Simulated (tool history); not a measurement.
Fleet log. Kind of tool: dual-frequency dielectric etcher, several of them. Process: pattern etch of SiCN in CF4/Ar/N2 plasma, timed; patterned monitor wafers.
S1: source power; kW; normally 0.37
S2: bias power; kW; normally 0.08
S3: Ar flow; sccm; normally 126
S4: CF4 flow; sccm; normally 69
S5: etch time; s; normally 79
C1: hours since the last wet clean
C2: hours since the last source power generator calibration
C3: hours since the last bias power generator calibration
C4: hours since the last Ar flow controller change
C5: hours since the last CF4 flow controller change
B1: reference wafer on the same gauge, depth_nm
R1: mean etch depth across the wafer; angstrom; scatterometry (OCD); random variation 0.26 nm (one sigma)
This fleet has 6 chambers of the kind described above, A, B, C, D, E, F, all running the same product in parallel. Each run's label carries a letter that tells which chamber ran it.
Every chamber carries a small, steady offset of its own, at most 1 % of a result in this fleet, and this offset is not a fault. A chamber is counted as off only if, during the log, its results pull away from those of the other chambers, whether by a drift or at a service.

| run | hour | S1 | S2 | S3 | S4 | S5 | C1 | C2 | C3 | C4 | C5 | B1 | R1 |
|---|---|---|---|---|---|---|---|---|---|---|---|---|---|
| 1F | 4.1 | 0.37 | 0.08 | 126 | 69 | 79 | 289.2 | 418.8 | 573.2 | 3422.8 | 1261.3 | 60.434 | 568.19 |
|  | 5.8 | chamber E: wet clean of the chamber |
| 2E | 7.8 | 0.37 | 0.08 | 126 | 69 | 79 | 2 | 919.8 | 1130.5 | 390 | 1112 | 60.421 | 567.63 |
| 3C | 10.9 | 0.37 | 0.08 | 126 | 69 | 79 | 104.9 | 1081.2 | 1351 | 438.9 | 3843.4 | 60.413 | 569.9 |
| 4B | 13 | 0.37 | 0.08 | 126 | 69 | 79 | 197.4 | 743.4 | 810.4 | 1426.9 | 4281.1 | 60.303 | 577.9 |
| 5A | 15.7 | 0.37 | 0.08 | 126 | 69 | 79 | 188.6 | 1545.5 | 1050.8 | 1985.4 | 919.5 | 60.446 | 568.58 |
| 6D | 17.7 | 0.37 | 0.08 | 126 | 69 | 79 | 164.1 | 567.3 | 5027.9 | 2568.4 | 1574.9 | 60.414 | 566.64 |
| 7A | 21 | 0.37 | 0.08 | 126 | 69 | 79 | 193.9 | 1550.8 | 1056.1 | 1990.7 | 924.8 | 60.39 | 571.04 |
| 8E | 25.3 | 0.37 | 0.08 | 126 | 69 | 79 | 19.5 | 937.3 | 1148 | 407.5 | 1129.5 | 60.454 | 569.13 |
| 9C | 29.3 | 0.37 | 0.08 | 126 | 69 | 79 | 123.3 | 1099.6 | 1369.4 | 457.3 | 3861.8 | 60.397 | 569.03 |
| 10D | 34 | 0.37 | 0.08 | 126 | 69 | 79 | 180.4 | 583.6 | 5044.2 | 2584.7 | 1591.2 | 60.363 | 567.67 |
| 11B | 36.1 | 0.37 | 0.08 | 126 | 69 | 79 | 220.5 | 766.5 | 833.5 | 1450 | 4304.2 | 60.43 | 573.21 |
| 12F | 40.1 | 0.37 | 0.08 | 126 | 69 | 79 | 325.2 | 454.8 | 609.2 | 3458.8 | 1297.3 | 60.318 | 569.94 |
| 13F | 43 | 0.37 | 0.08 | 126 | 62 | 79 | 328.1 | 457.7 | 612.1 | 3461.7 | 1300.2 | 60.378 | 562.67 |
| 14D | 46.3 | 0.37 | 0.08 | 126 | 62 | 79 | 192.7 | 595.9 | 5056.5 | 2597 | 1603.5 | 60.408 | 559.44 |
|  | 48.3 | chamber D: bias power generator calibrated |
| 15B | 51 | 0.37 | 0.08 | 126 | 62 | 79 | 235.4 | 781.4 | 848.4 | 1464.9 | 4319.1 | 60.401 | 568.36 |
| 16A | 55.5 | 0.37 | 0.08 | 126 | 62 | 79 | 228.4 | 1585.3 | 1090.6 | 2025.2 | 959.3 | 60.456 | 556.88 |
| 17C | 58.8 | 0.37 | 0.08 | 126 | 62 | 79 | 152.8 | 1129.1 | 1398.9 | 486.8 | 3891.3 | 60.346 | 562.19 |
| 18E | 62.9 | 0.37 | 0.08 | 126 | 62 | 79 | 57.1 | 974.9 | 1185.6 | 445.1 | 1167.1 | 60.43 | 558.01 |
| 19F | 66.1 | 0.37 | 0.073 | 126 | 69 | 79 | 351.2 | 480.8 | 635.2 | 3484.8 | 1323.3 | 60.426 | 556.17 |
| 20B | 68.6 | 0.37 | 0.073 | 126 | 69 | 79 | 253 | 799 | 866 | 1482.5 | 4336.7 | 60.337 | 556.94 |
| 21A | 70.8 | 0.37 | 0.073 | 126 | 69 | 79 | 243.7 | 1600.6 | 1105.9 | 2040.5 | 974.6 | 60.293 | 548.92 |
| 22C | 75.1 | 0.37 | 0.073 | 126 | 69 | 79 | 169.1 | 1145.4 | 1415.2 | 503.1 | 3907.6 | 60.442 | 546.28 |
| 23E | 77.8 | 0.37 | 0.073 | 126 | 69 | 79 | 72 | 989.8 | 1200.5 | 460 | 1182 | 60.467 | 552.41 |
|  | 78.1 | chamber B: CF4 flow controller replaced |
| 24D | 81.9 | 0.37 | 0.073 | 126 | 69 | 79 | 228.3 | 631.5 | 33.6 | 2632.6 | 1639.1 | 60.352 | 539.98 |
| 25F | 86.4 | 0.37 | 0.08 | 126 | 69 | 79 | 371.5 | 501.1 | 655.5 | 3505.1 | 1343.6 | 60.419 | 572.34 |
| 26E | 89.6 | 0.37 | 0.08 | 126 | 69 | 89.5 | 83.8 | 1001.6 | 1212.3 | 471.8 | 1193.8 | 60.493 | 649.52 |
|  | 93.2 | chamber C: CF4 flow controller replaced |
| 27B | 94.3 | 0.37 | 0.08 | 126 | 69 | 89.5 | 278.7 | 824.7 | 891.7 | 1508.2 | 16.3 | 60.427 | 650.03 |
| 28C | 97.2 | 0.37 | 0.08 | 126 | 69 | 89.5 | 191.2 | 1167.5 | 1437.3 | 525.2 | 4.1 | 60.401 | 644.33 |
| 29D | 101.4 | 0.37 | 0.08 | 126 | 69 | 89.5 | 247.8 | 651 | 53.1 | 2652.1 | 1658.6 | 60.429 | 627.04 |
| 30A | 104 | 0.37 | 0.08 | 126 | 69 | 89.5 | 276.9 | 1633.8 | 1139.1 | 2073.7 | 1007.8 | 60.389 | 643.78 |
| 31B | 106.8 | 0.37 | 0.08 | 126 | 69 | 89.5 | 291.2 | 837.2 | 904.2 | 1520.7 | 28.8 | 60.353 | 652.57 |
| 32C | 109.4 | 0.37 | 0.08 | 140 | 69 | 79 | 203.4 | 1179.7 | 1449.5 | 537.4 | 16.3 | 60.381 | 561.41 |
| 33F | 112.3 | 0.37 | 0.08 | 140 | 69 | 79 | 397.4 | 527 | 681.4 | 3531 | 1369.5 | 60.444 | 562.3 |
| 34E | 116.8 | 0.37 | 0.08 | 140 | 69 | 79 | 111 | 1028.8 | 1239.5 | 499 | 1221 | 60.397 | 565.64 |
| 35A | 119.6 | 0.37 | 0.08 | 140 | 69 | 79 | 292.5 | 1649.4 | 1154.7 | 2089.3 | 1023.4 | 60.446 | 557.24 |
| 36D | 124.3 | 0.37 | 0.08 | 140 | 69 | 79 | 270.7 | 673.9 | 76 | 2675 | 1681.5 | 60.426 | 539.71 |
| 37B | 128.7 | 0.37 | 0.08 | 140 | 69 | 79 | 313.1 | 859.1 | 926.1 | 1542.6 | 50.7 | 60.473 | 568.11 |
| 38E | 131.8 | 0.37 | 0.08 | 126 | 69 | 79 | 126 | 1043.8 | 1254.5 | 514 | 1236 | 60.393 | 570.43 |

All 6 chambers run these settings next. Forecast each chamber's results:
| 39A | 135.2 | 0.37 | 0.08 | 126 | 69 | 102 |  |  |  |  |  |  | ? |
| 39B | 135.2 | 0.37 | 0.08 | 126 | 69 | 102 |  |  |  |  |  |  | ? |
| 39C | 135.2 | 0.37 | 0.08 | 126 | 69 | 102 |  |  |  |  |  |  | ? |
| 39D | 135.2 | 0.37 | 0.08 | 126 | 69 | 102 |  |  |  |  |  |  | ? |
| 39E | 135.2 | 0.37 | 0.08 | 126 | 69 | 102 |  |  |  |  |  |  | ? |
| 39F | 135.2 | 0.37 | 0.08 | 126 | 69 | 102 |  |  |  |  |  |  | ? |

| run | R1 |
|---|---|
| 39A | 725.15 |
| 39B | 746.2 |
| 39C | 740.78 |
| 39D | 704.1 |
| 39E | 735.95 |
| 39F | 735.31 |

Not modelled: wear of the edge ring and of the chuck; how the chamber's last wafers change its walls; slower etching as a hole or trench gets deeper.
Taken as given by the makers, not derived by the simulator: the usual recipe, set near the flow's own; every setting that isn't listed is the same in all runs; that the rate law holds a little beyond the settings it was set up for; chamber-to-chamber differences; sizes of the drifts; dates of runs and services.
